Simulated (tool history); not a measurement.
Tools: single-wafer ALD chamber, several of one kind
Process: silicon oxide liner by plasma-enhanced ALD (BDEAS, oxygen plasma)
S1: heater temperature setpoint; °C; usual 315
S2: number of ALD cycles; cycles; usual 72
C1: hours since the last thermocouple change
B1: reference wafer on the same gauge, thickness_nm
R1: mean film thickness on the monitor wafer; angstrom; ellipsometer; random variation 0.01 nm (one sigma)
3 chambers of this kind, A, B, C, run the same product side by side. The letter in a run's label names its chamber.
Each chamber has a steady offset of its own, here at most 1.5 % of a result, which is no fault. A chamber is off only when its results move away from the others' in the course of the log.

{"run": "1B", "hour": 13.9, "S1": 315, "S2": 72, "C1": 390.5, "B1": 5.816, "R1": 64.807}
{"run": "2C", "hour": 21.5, "S1": 315, "S2": 72, "C1": 1776.2, "B1": 5.8165, "R1": 64.956}
{"run": "3A", "hour": 32.0, "S1": 315, "S2": 72, "C1": 473.8, "B1": 5.8178, "R1": 65.442}
{"run": "4A", "hour": 39.8, "S1": 315, "S2": 72, "C1": 481.6, "B1": 5.8161, "R1": 65.509}
{"run": "5C", "hour": 54.0, "S1": 315, "S2": 72, "C1": 1808.7, "B1": 5.8117, "R1": 64.904}
{"run": "6B", "hour": 62.4, "S1": 315, "S2": 72, "C1": 439, "B1": 5.8114, "R1": 64.721}
{"run": "7C", "hour": 70.8, "S1": 315, "S2": 72, "C1": 1825.5, "B1": 5.8119, "R1": 64.744}
{"run": "8B", "hour": 77.7, "S1": 315, "S2": 72, "C1": 454.3, "B1": 5.8128, "R1": 64.867}
{"run": "9A", "hour": 89.0, "S1": 326, "S2": 72, "C1": 530.8, "B1": 5.8107, "R1": 64.496}
{"run": "10B", "hour": 95.6, "S1": 326, "S2": 72, "C1": 472.2, "B1": 5.8098, "R1": 63.805}
{"run": "11C", "hour": 103.1, "S1": 326, "S2": 72, "C1": 1857.8, "B1": 5.8075, "R1": 63.752}
{"run": "12A", "hour": 113.3, "S1": 315, "S2": 72, "C1": 555.1, "B1": 5.8075, "R1": 65.596}
{"run": "13A", "hour": 127.3, "S1": 315, "S2": 85, "C1": 569.1, "B1": 5.8055, "R1": 77.104}
{"run": "14B", "hour": 134.5, "S1": 315, "S2": 85, "C1": 511.1, "B1": 5.8057, "R1": 76.359}
{"run": "15C", "hour": 144.1, "S1": 315, "S2": 85, "C1": 1898.8, "B1": 5.8051, "R1": 76.621}
{"run": "16A", "hour": 152.7, "S1": 325, "S2": 78, "C1": 594.5, "B1": 5.8022, "R1": 69.909}
{"run": "17B", "hour": 167.3, "S1": 325, "S2": 78, "C1": 543.9, "B1": 5.8001, "R1": 68.938}
{"run": "18C", "hour": 181.4, "S1": 325, "S2": 78, "C1": 1936.1, "B1": 5.7971, "R1": 69.161}
{"run": "19C", "hour": 193.0, "S1": 315, "S2": 72, "C1": 1947.7, "B1": 5.7976, "R1": 64.769}
{"run": "20B", "hour": 206.0, "S1": 315, "S2": 72, "C1": 582.6, "B1": 5.797, "R1": 64.614}
{"run": "21A", "hour": 218.3, "S1": 315, "S2": 72, "C1": 660.1, "B1": 5.7936, "R1": 65.172}
{"run": "22A", "hour": 225.4, "S1": 315, "S2": 72, "C1": 667.2, "B1": 5.7933, "R1": 65.35}
{"run": "23C", "hour": 234.1, "S1": 315, "S2": 72, "C1": 1988.8, "B1": 5.7915, "R1": 64.586}
{"run": "24B", "hour": 247.8, "S1": 315, "S2": 59, "C1": 624.4, "B1": 5.7912, "R1": 52.83}
{"run": "25C", "hour": 259.7, "S1": 315, "S2": 59, "C1": 2014.4, "B1": 5.7894, "R1": 53.089}
{"run": "26A", "hour": 272.5, "S1": 315, "S2": 59, "C1": 714.3, "B1": 5.7896, "R1": 53.553}
{"run": "27B", "hour": 283.2, "S1": 315, "S2": 72, "C1": 659.8, "B1": 5.7856, "R1": 64.49}
{"run": "28C", "hour": 293.3, "S1": 315, "S2": 72, "C1": 2048, "B1": 5.7866, "R1": 64.489}
{"run": "29B", "hour": 305.8, "S1": 315, "S2": 72, "C1": 682.4, "B1": 5.7847, "R1": 64.419}

All 3 chambers run these settings next. Forecast each chamber's results:
{"run": "30A", "hour": 316.3, "S1": 315, "S2": 66, "R1": "?"}
{"run": "30B", "hour": 316.3, "S1": 315, "S2": 66, "R1": "?"}
{"run": "30C", "hour": 316.3, "S1": 315, "S2": 66, "R1": "?"}

run=30A R1=59.688
run=30B R1=59.068
run=30C R1=59.167
